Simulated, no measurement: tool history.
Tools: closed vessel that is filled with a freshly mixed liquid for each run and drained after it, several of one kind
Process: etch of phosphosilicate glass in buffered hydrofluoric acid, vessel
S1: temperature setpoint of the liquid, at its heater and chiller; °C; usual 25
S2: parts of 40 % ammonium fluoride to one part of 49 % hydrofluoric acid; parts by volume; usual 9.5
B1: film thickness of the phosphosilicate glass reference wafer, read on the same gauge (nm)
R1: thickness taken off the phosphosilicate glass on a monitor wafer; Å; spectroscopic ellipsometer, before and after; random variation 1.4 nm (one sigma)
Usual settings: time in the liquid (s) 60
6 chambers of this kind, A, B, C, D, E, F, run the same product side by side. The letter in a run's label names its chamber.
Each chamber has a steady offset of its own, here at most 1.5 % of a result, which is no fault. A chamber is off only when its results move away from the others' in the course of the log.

run 1E hour=3.8 | S1=25 S2=9.5 time_in_the_liquid_(s)=60 | B1=69.973 | R1=2709.4
run 2D hour=9.6 | S1=25 S2=9.5 time_in_the_liquid_(s)=60 | B1=69.998 | R1=2679.3
run 3F hour=15.1 | S1=25 S2=9.5 time_in_the_liquid_(s)=60 | B1=69.989 | R1=2704.9
run 4C hour=19.2 | S1=25 S2=9.5 time_in_the_liquid_(s)=60 | B1=69.999 | R1=2685.6
run 5A hour=25.7 | S1=25 S2=9.5 time_in_the_liquid_(s)=60 | B1=70.013 | R1=2727.1
run 6B hour=29.8 | S1=22 S2=12 time_in_the_liquid_(s)=60 | B1=70.006 | R1=1830.7
run 7B hour=36.2 | S1=22 S2=12 time_in_the_liquid_(s)=60 | B1=70.006 | R1=1851.6
run 8C hour=41.9 | S1=22 S2=12 time_in_the_liquid_(s)=60 | B1=69.995 | R1=1837.2
run 9D hour=48 | S1=22 S2=12 time_in_the_liquid_(s)=60 | B1=70.008 | R1=1858.3
run 10E hour=54.7 | S1=22 S2=12 time_in_the_liquid_(s)=60 | B1=70.008 | R1=1893.7
run 11F hour=58.7 | S1=22 S2=12 time_in_the_liquid_(s)=60 | B1=69.999 | R1=1832.3
run 12A hour=62.6 | S1=25 S2=9.5 time_in_the_liquid_(s)=60 | B1=69.978 | R1=2720.2
run 13D hour=67 | S1=25 S2=9.5 time_in_the_liquid_(s)=60 | B1=70.014 | R1=2704.9
run 14E hour=73.7 | S1=25 S2=9.5 time_in_the_liquid_(s)=60 | B1=69.986 | R1=2743.9
run 15A hour=77.9 | S1=25 S2=9.5 time_in_the_liquid_(s)=60 | B1=70.01 | R1=2708.6
run 16B hour=81 | S1=25 S2=9.5 time_in_the_liquid_(s)=60 | B1=69.983 | R1=2689.3
run 17C hour=87.3 | S1=25 S2=9.5 time_in_the_liquid_(s)=60 | B1=69.988 | R1=2631.7
run 18F hour=90.6 | S1=25 S2=9.5 time_in_the_liquid_(s)=60 | B1=69.987 | R1=2686.3
run 19A hour=96.2 | S1=25 S2=9.5 time_in_the_liquid_(s)=60 | B1=69.965 | R1=2724
run 20E hour=99.3 | S1=25 S2=9.5 time_in_the_liquid_(s)=60 | B1=70.007 | R1=2746.5
run 21D hour=103.1 | S1=25 S2=9.5 time_in_the_liquid_(s)=60 | B1=69.974 | R1=2707.1
run 22F hour=108.3 | S1=25 S2=9.5 time_in_the_liquid_(s)=60 | B1=70.002 | R1=2691.8
run 23B hour=115.2 | S1=25 S2=9.5 time_in_the_liquid_(s)=60 | B1=70.009 | R1=2680.6
run 24C hour=121.9 | S1=25 S2=9.5 time_in_the_liquid_(s)=60 | B1=70.013 | R1=2609.2
run 25D hour=125.9 | S1=25 S2=9.5 time_in_the_liquid_(s)=60 | B1=70.012 | R1=2727.3
run 26A hour=129.9 | S1=25 S2=9.5 time_in_the_liquid_(s)=60 | B1=69.997 | R1=2721.3
run 27F hour=133.2 | S1=25 S2=9.5 time_in_the_liquid_(s)=60 | B1=69.989 | R1=2688.5
run 28C hour=140 | S1=25 S2=9.5 time_in_the_liquid_(s)=60 | B1=70.001 | R1=2580.5
run 29E hour=146.8 | S1=25 S2=9.5 time_in_the_liquid_(s)=40 | B1=70.03 | R1=1811.2
run 30B hour=152.6 | S1=25 S2=9.5 time_in_the_liquid_(s)=40 | B1=69.987 | R1=1784.7
run 31F hour=156.2 | S1=25 S2=9.5 time_in_the_liquid_(s)=40 | B1=70.013 | R1=1776.7
run 32B hour=159.6 | S1=25 S2=9.5 time_in_the_liquid_(s)=40 | B1=70.002 | R1=1789.2
run 33C hour=166.4 | S1=25 S2=9.5 time_in_the_liquid_(s)=40 | B1=70.007 | R1=1703
run 34E hour=169.6 | S1=25 S2=9.5 time_in_the_liquid_(s)=40 | B1=70.027 | R1=1827.5
run 35A hour=173.2 | S1=25 S2=9.5 time_in_the_liquid_(s)=60 | B1=70.01 | R1=2728.5
run 36D hour=179.4 | S1=25 S2=9.5 time_in_the_liquid_(s)=60 | B1=70.002 | R1=2711.3
run 37C hour=183.5 | S1=25 S2=9.5 time_in_the_liquid_(s)=60 | B1=69.982 | R1=2520.3
run 38A hour=187.7 | S1=25 S2=9.5 time_in_the_liquid_(s)=60 | B1=70.005 | R1=2708.9
run 39B hour=192.3 | S1=25 S2=9.5 time_in_the_liquid_(s)=60 | B1=70.008 | R1=2671.1

Is one chamber off against the others, does the gauge drift, or is nothing wrong? If a chamber is off, say which, and what the likeliest cause is.

Chamber C drifts away from the others.
Cause: hydrofluoric acid flow below the setpoint (%) = 8.49.
The log may not tell that from: liquid colder than its thermometer reads (K).

Here are 4 candidates for chamber C's next run, each the usual settings with a change, their results left as question marks. Which one brings its results back in line with what the others give on the usual settings?
In line means no further than this from the other chambers' mean on the usual settings: R1 50 Å
run 40C-1 hour=197.3 | S1=25.5 S2=9 time_in_the_liquid_(s)=60 | R1=?
run 40C-2 hour=197.3 | S1=25 S2=11 time_in_the_liquid_(s)=60 | R1=?
run 40C-3 hour=197.3 | S1=25.5 S2=9 time_in_the_liquid_(s)=65 | R1=?
run 40C-4 hour=197.3 | S1=24.5 S2=10 time_in_the_liquid_(s)=60 | R1=?

The other chambers' mean on the usual settings: R1 2705 Å
run=40C-1 R1=2711.1
run=40C-2 R1=2187.8
run=40C-3 R1=2937
run=40C-4 R1=2335.7
40C-1 brings the chamber back in line.
